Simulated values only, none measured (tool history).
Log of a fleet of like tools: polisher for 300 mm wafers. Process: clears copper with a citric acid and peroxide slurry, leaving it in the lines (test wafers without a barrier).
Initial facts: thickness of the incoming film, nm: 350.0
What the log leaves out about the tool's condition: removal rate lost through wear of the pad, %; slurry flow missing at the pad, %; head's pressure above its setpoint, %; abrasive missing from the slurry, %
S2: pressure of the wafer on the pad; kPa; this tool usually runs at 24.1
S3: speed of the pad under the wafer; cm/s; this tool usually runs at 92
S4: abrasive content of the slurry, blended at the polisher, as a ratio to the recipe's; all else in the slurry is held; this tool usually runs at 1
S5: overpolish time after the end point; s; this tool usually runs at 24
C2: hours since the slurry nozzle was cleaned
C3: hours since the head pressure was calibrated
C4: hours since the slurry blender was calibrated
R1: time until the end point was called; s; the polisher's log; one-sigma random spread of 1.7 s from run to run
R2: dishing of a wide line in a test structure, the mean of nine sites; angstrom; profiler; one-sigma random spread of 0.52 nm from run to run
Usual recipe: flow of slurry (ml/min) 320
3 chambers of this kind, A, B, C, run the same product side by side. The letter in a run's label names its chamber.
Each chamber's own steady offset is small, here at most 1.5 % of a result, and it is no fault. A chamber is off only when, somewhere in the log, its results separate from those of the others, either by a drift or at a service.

run 1C hour=16.4 | flow_of_slurry_(ml/min)=320 S2=24.1 S3=92 S4=1 S5=24 | wafers_polished_on_this_pad=1249 C2=27.1 C3=1224.3 C4=82.7 | R1=132.37 R2=406.57
-- hour=21.4 chamber C: worn pad replaced by a new one
run 2B hour=27.9 | flow_of_slurry_(ml/min)=320 S2=24.1 S3=92 S4=1 S5=24 | wafers_polished_on_this_pad=430 C2=323.8 C3=157.8 C4=75.1 | R1=129.47 R2=405.92
-- hour=28.8 chamber A: slurry blender recalibrated
run 3A hour=35.4 | flow_of_slurry_(ml/min)=320 S2=24.1 S3=92 S4=1 S5=24 | wafers_polished_on_this_pad=446 C2=483.5 C3=309.4 C4=6.6 | R1=133.36 R2=408.19
run 4C hour=50 | flow_of_slurry_(ml/min)=320 S2=24.1 S3=92 S4=1 S5=24 | wafers_polished_on_this_pad=142 C2=60.7 C3=1257.9 C4=116.3 | R1=134.69 R2=404.45
run 5B hour=66.6 | flow_of_slurry_(ml/min)=320 S2=24.1 S3=92 S4=1 S5=24 | wafers_polished_on_this_pad=623 C2=362.5 C3=196.5 C4=113.8 | R1=131.08 R2=393.71
run 6A hour=76.3 | flow_of_slurry_(ml/min)=320 S2=24.1 S3=92 S4=1 S5=24 | wafers_polished_on_this_pad=651 C2=524.4 C3=350.3 C4=47.5 | R1=133.89 R2=408.26
-- hour=85.6 chamber C: slurry blender recalibrated
run 7B hour=89.5 | flow_of_slurry_(ml/min)=320 S2=24.1 S3=92 S4=1 S5=24 | wafers_polished_on_this_pad=737 C2=385.4 C3=219.4 C4=136.7 | R1=132.24 R2=392.33
-- hour=97.3 chamber A: slurry nozzle cleaned
run 8A hour=104.9 | flow_of_slurry_(ml/min)=320 S2=24.1 S3=92 S4=1 S5=24 | wafers_polished_on_this_pad=794 C2=7.6 C3=378.9 C4=76.1 | R1=133.83 R2=406.97
-- hour=105.9 chamber B: slurry blender recalibrated
run 9C hour=113.7 | flow_of_slurry_(ml/min)=320 S2=24.1 S3=82 S4=1 S5=24 | wafers_polished_on_this_pad=461 C2=124.4 C3=1321.6 C4=28.1 | R1=149.44 R2=374.32
-- hour=116.3 chamber B: slurry nozzle cleaned
run 10B hour=124.5 | flow_of_slurry_(ml/min)=320 S2=24.1 S3=82 S4=1 S5=24 | wafers_polished_on_this_pad=912 C2=8.3 C3=254.4 C4=18.7 | R1=151.2 R2=371.16
run 11C hour=136.1 | flow_of_slurry_(ml/min)=320 S2=24.1 S3=82 S4=1 S5=24 | wafers_polished_on_this_pad=573 C2=146.8 C3=1344 C4=50.5 | R1=144.14 R2=374.54
run 12A hour=148.9 | flow_of_slurry_(ml/min)=320 S2=24.1 S3=92 S4=1 S5=24 | wafers_polished_on_this_pad=1013 C2=51.6 C3=422.9 C4=120.1 | R1=134.36 R2=399.75
run 13C hour=158.9 | flow_of_slurry_(ml/min)=320 S2=24.1 S3=92 S4=1 S5=24 | wafers_polished_on_this_pad=686 C2=169.6 C3=1366.8 C4=73.3 | R1=131.03 R2=409.77
run 14A hour=172.7 | flow_of_slurry_(ml/min)=320 S2=24.1 S3=92 S4=1 S5=24 | wafers_polished_on_this_pad=1132 C2=75.4 C3=446.7 C4=143.9 | R1=132.12 R2=399.25
run 15B hour=184.3 | flow_of_slurry_(ml/min)=320 S2=24.1 S3=92 S4=1 S5=24 | wafers_polished_on_this_pad=1211 C2=68.1 C3=314.2 C4=78.5 | R1=129.68 R2=401.52
-- hour=186.5 chamber A: worn pad replaced by a new one
run 16A hour=199.5 | flow_of_slurry_(ml/min)=320 S2=24.1 S3=92 S4=1 S5=24 | wafers_polished_on_this_pad=65 C2=102.2 C3=473.5 C4=170.7 | R1=132.91 R2=405.61
run 17C hour=208.8 | flow_of_slurry_(ml/min)=320 S2=24.1 S3=92 S4=1 S5=24 | wafers_polished_on_this_pad=936 C2=219.5 C3=1416.7 C4=123.2 | R1=128.49 R2=413.82
-- hour=216.6 chamber B: worn pad replaced by a new one
run 18B hour=221.5 | flow_of_slurry_(ml/min)=320 S2=24.1 S3=92 S4=1 S5=24 | wafers_polished_on_this_pad=24 C2=105.3 C3=351.4 C4=115.7 | R1=128.25 R2=415.39
run 19A hour=231.6 | flow_of_slurry_(ml/min)=320 S2=24.1 S3=92 S4=1 S5=24 | wafers_polished_on_this_pad=225 C2=134.3 C3=505.6 C4=202.8 | R1=130.56 R2=398.5
-- hour=231.7 chamber B: slurry blender recalibrated
-- hour=241.6 chamber C: slurry blender recalibrated
run 20B hour=248.2 | flow_of_slurry_(ml/min)=320 S2=24.1 S3=92 S4=1 S5=24 | wafers_polished_on_this_pad=157 C2=132 C3=378.1 C4=16.5 | R1=125.47 R2=419.12
-- hour=251.5 chamber C: head pressure recalibrated
run 21C hour=264.7 | flow_of_slurry_(ml/min)=375 S2=24.1 S3=92 S4=1.15 S5=24 | wafers_polished_on_this_pad=1215 C2=275.4 C3=13.2 C4=23.1 | R1=121.99 R2=420.79
run 22A hour=274.5 | flow_of_slurry_(ml/min)=375 S2=24.1 S3=92 S4=1.15 S5=24 | wafers_polished_on_this_pad=439 C2=177.2 C3=548.5 C4=245.7 | R1=123.52 R2=415.85
-- hour=282.1 chamber C: worn pad replaced by a new one
run 23B hour=285.5 | flow_of_slurry_(ml/min)=375 S2=24.1 S3=92 S4=1.15 S5=24 | wafers_polished_on_this_pad=344 C2=169.3 C3=415.4 C4=53.8 | R1=119.95 R2=439
run 24C hour=298.8 | flow_of_slurry_(ml/min)=320 S2=24.1 S3=92 S4=1 S5=24 | wafers_polished_on_this_pad=83 C2=309.5 C3=47.3 C4=57.2 | R1=129.81 R2=411.8
run 25C hour=308.2 | flow_of_slurry_(ml/min)=320 S2=24.1 S3=92 S4=1 S5=24 | wafers_polished_on_this_pad=130 C2=318.9 C3=56.7 C4=66.6 | R1=129.74 R2=417.29
run 26B hour=322.1 | flow_of_slurry_(ml/min)=320 S2=24.1 S3=92 S4=1 S5=24 | wafers_polished_on_this_pad=527 C2=205.9 C3=452 C4=90.4 | R1=123.37 R2=422.75
run 27A hour=332.1 | flow_of_slurry_(ml/min)=320 S2=24.1 S3=92 S4=1 S5=24 | wafers_polished_on_this_pad=727 C2=234.8 C3=606.1 C4=303.3 | R1=132.56 R2=407.15
run 28C hour=339.8 | flow_of_slurry_(ml/min)=320 S2=24.1 S3=92 S4=1 S5=24 | wafers_polished_on_this_pad=288 C2=350.5 C3=88.3 C4=98.2 | R1=128.61 R2=404.74
run 29B hour=347.8 | flow_of_slurry_(ml/min)=320 S2=24.1 S3=92 S4=1 S5=24 | wafers_polished_on_this_pad=655 C2=231.6 C3=477.7 C4=116.1 | R1=122.3 R2=436.18
run 30A hour=361.2 | flow_of_slurry_(ml/min)=320 S2=24.1 S3=92 S4=1 S5=24 | wafers_polished_on_this_pad=873 C2=263.9 C3=635.2 C4=332.4 | R1=134.52 R2=400.57
run 31B hour=376 | flow_of_slurry_(ml/min)=320 S2=24.1 S3=92 S4=1 S5=24 | wafers_polished_on_this_pad=796 C2=259.8 C3=505.9 C4=144.3 | R1=120.37 R2=436.27
run 32C hour=390.1 | flow_of_slurry_(ml/min)=260 S2=24.1 S3=92 S4=1 S5=24 | wafers_polished_on_this_pad=540 C2=400.8 C3=138.6 C4=148.5 | R1=133.36 R2=411.26
-- hour=394.8 chamber A: slurry blender recalibrated
run 33A hour=398.1 | flow_of_slurry_(ml/min)=260 S2=24.1 S3=92 S4=1 S5=24 | wafers_polished_on_this_pad=1057 C2=300.8 C3=672.1 C4=3.3 | R1=138.62 R2=397

For the next run the whole fleet of 3 chambers uses the same settings. Give each chamber's results:
run 34A hour=410 | flow_of_slurry_(ml/min)=320 S2=24.1 S3=92 S4=1.3 S5=24 | R1=? R2=?
run 34B hour=410 | flow_of_slurry_(ml/min)=320 S2=24.1 S3=92 S4=1.3 S5=24 | R1=? R2=?
run 34C hour=410 | flow_of_slurry_(ml/min)=320 S2=24.1 S3=92 S4=1.3 S5=24 | R1=? R2=?

run=34A R1=123.18 R2=428.36
run=34B R1=111.62 R2=463.68
run=34C R1=125 R2=428.18
